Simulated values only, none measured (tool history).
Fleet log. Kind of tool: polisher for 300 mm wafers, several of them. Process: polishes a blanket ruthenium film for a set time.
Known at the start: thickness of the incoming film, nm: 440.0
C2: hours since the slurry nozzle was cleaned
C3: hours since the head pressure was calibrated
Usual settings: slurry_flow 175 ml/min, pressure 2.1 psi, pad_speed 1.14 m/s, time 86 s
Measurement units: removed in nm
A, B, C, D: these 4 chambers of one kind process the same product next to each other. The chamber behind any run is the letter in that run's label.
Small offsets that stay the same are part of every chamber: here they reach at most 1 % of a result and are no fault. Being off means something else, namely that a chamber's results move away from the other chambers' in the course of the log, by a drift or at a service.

Run 1D, hour 4.3: usual settings; wafers polished on this pad 559; C2 106.8; C3 1119.9. Result: removed 107.580 nm.
At hour 7.7: chamber D: head pressure recalibrated.
Run 2B, hour 9.0: usual settings; wafers polished on this pad 163; C2 141.6; C3 296.9. Result: removed 106.800 nm.
At hour 9.9: chamber A: worn pad replaced by a new one.
Run 3C, hour 13.2: usual settings; wafers polished on this pad 880; C2 126.5; C3 622.7. Result: removed 104.670 nm.
At hour 19.6: chamber D: worn pad replaced by a new one.
Run 4A, hour 20.7: usual settings; wafers polished on this pad 127; C2 239.9; C3 41.6. Result: removed 106.830 nm.
At hour 26.4: chamber C: worn pad replaced by a new one.
Run 5B, hour 27.9: usual settings; wafers polished on this pad 385; C2 160.5; C3 315.8. Result: removed 106.500 nm.
Run 6A, hour 32.0: usual settings; wafers polished on this pad 260; C2 251.2; C3 52.9. Result: removed 106.890 nm.
Run 7D, hour 36.8: usual settings; wafers polished on this pad 203; C2 139.3; C3 29.1. Result: removed 107.490 nm.
Run 8C, hour 44.3: usual settings; wafers polished on this pad 211; C2 157.6; C3 653.8. Result: removed 109.510 nm.
Run 9D, hour 49.1: usual settings; wafers polished on this pad 347; C2 151.6; C3 41.4. Result: removed 107.200 nm.
At hour 52.8: chamber B: worn pad replaced by a new one.
Run 10C, hour 55.8: usual settings; wafers polished on this pad 346; C2 169.1; C3 665.3. Result: removed 107.620 nm.
At hour 60.6: chamber A: worn pad replaced by a new one.
Run 11B, hour 62.4: usual settings; wafers polished on this pad 113; C2 195.0; C3 350.3. Result: removed 107.430 nm.
Run 12A, hour 68.3: usual settings; wafers polished on this pad 90; C2 287.5; C3 89.2. Result: removed 110.350 nm.
Run 13D, hour 74.7: usual settings; wafers polished on this pad 648; C2 177.2; C3 67.0. Result: removed 107.060 nm.
Run 14B, hour 78.6: usual settings; wafers polished on this pad 303; C2 211.2; C3 366.5. Result: removed 105.890 nm.
At hour 83.7: chamber D: worn pad replaced by a new one.
At hour 84.6: chamber B: slurry nozzle cleaned.
Run 15C, hour 86.3: usual settings; wafers polished on this pad 705; C2 199.6; C3 695.8. Result: removed 106.270 nm.
Run 16A, hour 90.5: usual settings; wafers polished on this pad 351; C2 309.7; C3 111.4. Result: removed 108.270 nm.
Run 17B, hour 94.7: usual settings; wafers polished on this pad 493; C2 10.1; C3 382.6. Result: removed 104.320 nm.
Run 18A, hour 99.9: usual settings; wafers polished on this pad 462; C2 319.1; C3 120.8. Result: removed 105.650 nm.
At hour 100.1: chamber B: worn pad replaced by a new one.
Run 19D, hour 106.8: usual settings; wafers polished on this pad 272; C2 209.3; C3 99.1. Result: removed 107.020 nm.
At hour 109.2: chamber A: worn pad replaced by a new one.
Run 20C, hour 111.1: usual settings; wafers polished on this pad 997; C2 224.4; C3 720.6. Result: removed 106.230 nm.
Run 21C, hour 115.5: usual settings; wafers polished on this pad 1048; C2 228.8; C3 725.0. Result: removed 107.540 nm.
Run 22A, hour 121.4: usual settings; wafers polished on this pad 144; C2 340.6; C3 142.3. Result: removed 109.540 nm.
At hour 124.9: chamber C: worn pad replaced by a new one.
Run 23B, hour 126.0: usual settings; wafers polished on this pad 305; C2 41.4; C3 413.9. Result: removed 101.260 nm.
Run 24D, hour 133.6: usual settings; wafers polished on this pad 587; C2 236.1; C3 125.9. Result: removed 107.610 nm.
Run 25D, hour 138.0: usual settings; wafers polished on this pad 639; C2 240.5; C3 130.3. Result: removed 107.920 nm.
At hour 140.7: chamber A: slurry nozzle cleaned.
At hour 143.7: chamber D: worn pad replaced by a new one.
Run 26B, hour 145.0: usual settings; wafers polished on this pad 528; C2 60.4; C3 432.9. Result: removed 99.719 nm.
At hour 152.1: chamber A: worn pad replaced by a new one.
Run 27C, hour 152.7: usual settings but pressure 2.6 psi; wafers polished on this pad 328; C2 266.0; C3 762.2. Result: removed 132.060 nm.
At hour 158.0: chamber B: worn pad replaced by a new one.
Run 28A, hour 159.6: usual settings but pressure 2.6 psi; wafers polished on this pad 88; C2 19.0; C3 180.5. Result: removed 133.180 nm.
Run 29B, hour 166.2: usual settings but pressure 2.6 psi; wafers polished on this pad 97; C2 81.6; C3 454.1. Result: removed 125.100 nm.
Run 30A, hour 170.2: usual settings but pressure 2.6 psi; wafers polished on this pad 213; C2 29.6; C3 191.1. Result: removed 134.660 nm.
Run 31C, hour 175.4: usual settings; wafers polished on this pad 595; C2 288.7; C3 784.9. Result: removed 108.280 nm.
Run 32D, hour 182.9: usual settings; wafers polished on this pad 461; C2 285.4; C3 175.2. Result: removed 108.750 nm.
Run 33A, hour 189.1: usual settings; wafers polished on this pad 435; C2 48.5; C3 210.0. Result: removed 109.160 nm.
At hour 192.2: chamber C: head pressure recalibrated.
Run 34D, hour 194.3: usual settings; wafers polished on this pad 595; C2 296.8; C3 186.6. Result: removed 109.180 nm.
Run 35B, hour 198.4: usual settings; wafers polished on this pad 476; C2 113.8; C3 486.3. Result: removed 96.051 nm.
At hour 199.1: chamber A: worn pad replaced by a new one.
Run 36C, hour 204.3: usual settings; wafers polished on this pad 935; C2 317.6; C3 12.2. Result: removed 107.690 nm.
At hour 206.5: chamber B: worn pad replaced by a new one.
Run 37B, hour 209.4: usual settings but pressure 1.5 psi; wafers polished on this pad 34; C2 124.8; C3 497.3. Result: removed 68.613 nm.
At hour 210.0: chamber D: worn pad replaced by a new one.
Run 38D, hour 214.0: usual settings but pressure 1.5 psi; wafers polished on this pad 47; C2 316.5; C3 206.3. Result: removed 75.012 nm.
Run 39A, hour 221.8: usual settings but pressure 1.5 psi; wafers polished on this pad 267; C2 81.2; C3 242.7. Result: removed 76.082 nm.

The same settings go to every chamber for the next run, one line per chamber below. Forecast the results for each:
Run 40A, hour 227.4: usual settings. Result: removed ?.
Run 40B, hour 227.4: usual settings. Result: removed ?.
Run 40C, hour 227.4: usual settings. Result: removed ?.
Run 40D, hour 227.4: usual settings. Result: removed ?.

run  removed
40A  106.660
40B   95.258
40C  107.850
40D  104.240
